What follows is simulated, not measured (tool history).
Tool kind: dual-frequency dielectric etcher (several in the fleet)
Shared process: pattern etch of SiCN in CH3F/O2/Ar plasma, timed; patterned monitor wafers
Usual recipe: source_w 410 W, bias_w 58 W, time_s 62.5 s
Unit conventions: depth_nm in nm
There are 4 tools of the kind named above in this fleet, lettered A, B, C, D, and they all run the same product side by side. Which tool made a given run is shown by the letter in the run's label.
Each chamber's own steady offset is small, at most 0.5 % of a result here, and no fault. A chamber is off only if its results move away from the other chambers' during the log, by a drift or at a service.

run    day  source_w  bias_w  time_s  hours since the last wet clean  hours since the last source power generator calibration  hours since the last bias power generator calibration  read-back reference wafer on the same gauge, depth_nm  depth_nm
 1B  0.258       410      58    62.5                           459.5                                                   1593.8                                                  749.7                                                 18.780    21.844
 2C  0.467       410      58    62.5                           407.9                                                   1083.5                                                 1348.0                                                 18.809    21.709
 3A  0.746       410      58    62.5                           192.8                                                    898.1                                                  967.1                                                 18.800    21.846
 4D  1.042       410      58    62.5                           374.3                                                   3407.2                                                 2892.3                                                 18.810    22.174
 5A  1.183       410      58    62.5                           203.3                                                    908.6                                                  977.6                                                 18.812    21.802
 6C  1.467       410      58    62.5                           431.9                                                   1107.5                                                 1372.0                                                 18.818    21.926
     1.471  -- chamber B: wet clean of the chamber
 7B  1.708       410      58    62.5                             5.7                                                   1628.6                                                  784.5                                                 18.790    22.027
     1.717  -- chamber C: wet clean of the chamber
 8D  1.933       410      58    62.5                           395.7                                                   3428.6                                                 2913.7                                                 18.799    21.799
 9D  2.138       410      58    62.5                           400.6                                                   3433.5                                                 2918.6                                                 18.780    22.049
10C  2.379       410      58    62.5                            16.0                                                   1129.4                                                 1393.9                                                 18.794    21.696
11B  2.554       410      58    62.5                            26.0                                                   1648.9                                                  804.8                                                 18.788    21.797
12A  2.808       410      58    62.5                           242.3                                                    947.6                                                 1016.6                                                 18.784    22.159
13B  3.067       410      58    62.5                            38.3                                                   1661.2                                                  817.1                                                 18.797    21.919
14D  3.271       410      50    44.5                           427.8                                                   3460.7                                                 2945.8                                                 18.774    15.044
15C  3.546       410      50    44.5                            44.0                                                   1157.4                                                 1421.9                                                 18.780    14.819
16A  3.829       410      50    44.5                           266.8                                                    972.1                                                 1041.1                                                 18.811    14.811
17B  4.079       410      50    44.5                            62.6                                                   1685.5                                                  841.4                                                 18.804    14.598
18C  4.258       410      58    62.5                            61.1                                                   1174.5                                                 1439.0                                                 18.803    21.911
19A  4.433       410      58    62.5                           281.3                                                    986.6                                                 1055.6                                                 18.773    21.959
20D  4.688       410      58    62.5                           461.8                                                   3494.7                                                 2979.8                                                 18.826    21.968
21B  4.838       410      58    62.5                            80.8                                                   1703.7                                                  859.6                                                 18.793    21.913
22C  5.079       410      58    62.5                            80.8                                                   1194.2                                                 1458.7                                                 18.802    21.585
23D  5.375       500      53    62.5                           478.3                                                   3511.2                                                 2996.3                                                 18.794    22.969
24A  5.550       500      53    62.5                           308.1                                                   1013.4                                                 1082.4                                                 18.798    23.187
25A  5.846       500      53    62.5                           315.2                                                   1020.5                                                 1089.5                                                 18.812    23.185
26D  6.004       500      53    62.5                           493.4                                                   3526.3                                                 3011.4                                                 18.828    22.889
27B  6.200       410      54    55.5                           113.5                                                   1736.4                                                  892.3                                                 18.821    19.033
28C  6.442       410      54    55.5                           113.5                                                   1226.9                                                 1491.4                                                 18.791    19.224
29C  6.729       410      54    55.5                           120.4                                                   1233.8                                                 1498.3                                                 18.783    19.160
30B  7.017       410      54    55.5                           133.1                                                   1756.0                                                  911.9                                                 18.803    18.948
31A  7.292       410      58    62.5                           349.9                                                   1055.2                                                 1124.2                                                 18.803    21.865
32D  7.604       410      58    62.5                           531.8                                                   3564.7                                                 3049.8                                                 18.808    21.989
     7.867  -- chamber A: wet clean of the chamber
33D  7.900       410      58    62.5                           538.9                                                   3571.8                                                 3056.9                                                 18.789    21.961
34C  8.121       410      58    62.5                           153.8                                                   1267.2                                                 1531.7                                                 18.782    21.941
35A  8.429       410      58    62.5                            13.5                                                   1082.5                                                 1151.5                                                 18.790    22.026
36B  8.567       410      58    62.5                           170.3                                                   1793.2                                                  949.1                                                 18.779    21.742
37A  8.838       410      58    62.5                            23.3                                                   1092.3                                                 1161.3                                                 18.793    21.908
38D  9.038       410      58    62.5                           566.2                                                   3599.1                                                 3084.2                                                 18.795    21.870
39B  9.208       410      58    62.5                           185.7                                                   1808.6                                                  964.5                                                 18.814    22.111
40C  9.404       350      45    62.5                           184.6                                                   1298.0                                                 1562.5                                                 18.818    19.011
41B  9.600       350      45    62.5                           195.1                                                   1818.0                                                  973.9                                                 18.773    18.964
42A  9.808       350      45    62.5                            46.6                                                   1115.6                                                 1184.6                                                 18.800    18.972

Each of the 4 chambers runs these same settings next. Fill in every chamber's results:
43A  10.038       410      48    62.5                                                                                                                                                                                                                ?
43B  10.038       410      48    62.5                                                                                                                                                                                                                ?
43C  10.038       410      48    62.5                                                                                                                                                                                                                ?
43D  10.038       410      48    62.5                                                                                                                                                                                                                ?

run  depth_nm
43A    20.530
43B    20.239
43C    20.648
43D    20.675
